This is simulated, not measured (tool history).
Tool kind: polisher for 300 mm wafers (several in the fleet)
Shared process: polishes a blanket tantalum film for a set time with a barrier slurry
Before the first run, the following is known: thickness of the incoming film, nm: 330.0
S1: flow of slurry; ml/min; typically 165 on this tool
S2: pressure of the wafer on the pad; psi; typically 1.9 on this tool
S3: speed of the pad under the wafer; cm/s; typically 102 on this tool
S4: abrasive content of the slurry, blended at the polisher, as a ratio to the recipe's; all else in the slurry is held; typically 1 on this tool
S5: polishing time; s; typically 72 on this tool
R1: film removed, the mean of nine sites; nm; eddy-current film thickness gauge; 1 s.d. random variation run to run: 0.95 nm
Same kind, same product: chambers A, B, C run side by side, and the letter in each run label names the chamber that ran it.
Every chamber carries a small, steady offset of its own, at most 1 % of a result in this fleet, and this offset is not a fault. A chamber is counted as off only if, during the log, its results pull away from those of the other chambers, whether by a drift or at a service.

At hour 0.9: chamber C: worn pad replaced by a new one.
At hour 3.2: chamber B: head pressure recalibrated.
Run 1B, hour 7.4: usual settings. Result: R1 107.750 nm.
Run 2C, hour 17.5: usual settings. Result: R1 107.340 nm.
Run 3A, hour 24.2: usual settings. Result: R1 108.430 nm.
Run 4C, hour 31.5: usual settings. Result: R1 107.230 nm.
At hour 32.1: chamber A: worn pad replaced by a new one.
Run 5A, hour 42.1: usual settings but S1 105 ml/min, S2 1.5 psi. Result: R1 78.761 nm.
Run 6B, hour 50.5: usual settings but S1 105 ml/min, S2 1.5 psi. Result: R1 76.763 nm.
Run 7C, hour 57.9: usual settings but S1 105 ml/min, S2 1.5 psi. Result: R1 78.553 nm.
Run 8B, hour 67.6: usual settings. Result: R1 106.810 nm.
At hour 72.4: chamber A: slurry blender recalibrated.
Run 9A, hour 76.5: usual settings. Result: R1 109.480 nm.
Run 10A, hour 86.7: usual settings but S3 118 cm/s. Result: R1 126.070 nm.
Run 11C, hour 91.3: usual settings but S3 118 cm/s. Result: R1 125.020 nm.
At hour 98.5: chamber A: worn pad replaced by a new one.
Run 12B, hour 100.5: usual settings but S3 118 cm/s. Result: R1 121.000 nm.
At hour 108.1: chamber C: worn pad replaced by a new one.
Run 13C, hour 108.4: usual settings. Result: R1 106.880 nm.
At hour 111.6: chamber C: slurry nozzle cleaned.
Run 14A, hour 116.1: usual settings. Result: R1 108.170 nm.
Run 15B, hour 122.9: usual settings. Result: R1 103.780 nm.
Run 16C, hour 132.7: usual settings. Result: R1 107.390 nm.
Run 17A, hour 140.8: usual settings. Result: R1 108.240 nm.
Run 18B, hour 145.7: usual settings. Result: R1 102.570 nm.
Run 19C, hour 154.1: usual settings but S5 81 s. Result: R1 121.140 nm.
Run 20A, hour 159.0: usual settings but S5 81 s. Result: R1 124.150 nm.
Run 21B, hour 164.7: usual settings but S5 81 s. Result: R1 115.990 nm.
Run 22B, hour 171.1: usual settings. Result: R1 102.190 nm.
At hour 174.4: chamber B: slurry nozzle cleaned.
At hour 175.1: chamber C: slurry blender recalibrated.
Run 23A, hour 176.3: usual settings. Result: R1 110.420 nm.
Run 24C, hour 180.9: usual settings. Result: R1 110.400 nm.
At hour 182.0: chamber A: worn pad replaced by a new one.
Run 25B, hour 185.9: usual settings. Result: R1 101.650 nm.
Run 26A, hour 190.5: usual settings. Result: R1 110.580 nm.
Run 27C, hour 197.4: usual settings. Result: R1 109.550 nm.
At hour 201.3: chamber C: worn pad replaced by a new one.
Run 28C, hour 206.5: usual settings. Result: R1 106.150 nm.
Run 29B, hour 215.4: usual settings. Result: R1 100.730 nm.
Run 30A, hour 221.5: usual settings. Result: R1 111.240 nm.
Run 31B, hour 227.6: usual settings. Result: R1 100.330 nm.

The same settings go to every chamber for the next run, one line per chamber below. Forecast the results for each:
Run 32A, hour 235.2: usual settings. Result: R1 ?.
Run 32B, hour 235.2: usual settings. Result: R1 ?.
Run 32C, hour 235.2: usual settings. Result: R1 ?.

run       R1
32A  110.270
32B   99.825
32C  107.490

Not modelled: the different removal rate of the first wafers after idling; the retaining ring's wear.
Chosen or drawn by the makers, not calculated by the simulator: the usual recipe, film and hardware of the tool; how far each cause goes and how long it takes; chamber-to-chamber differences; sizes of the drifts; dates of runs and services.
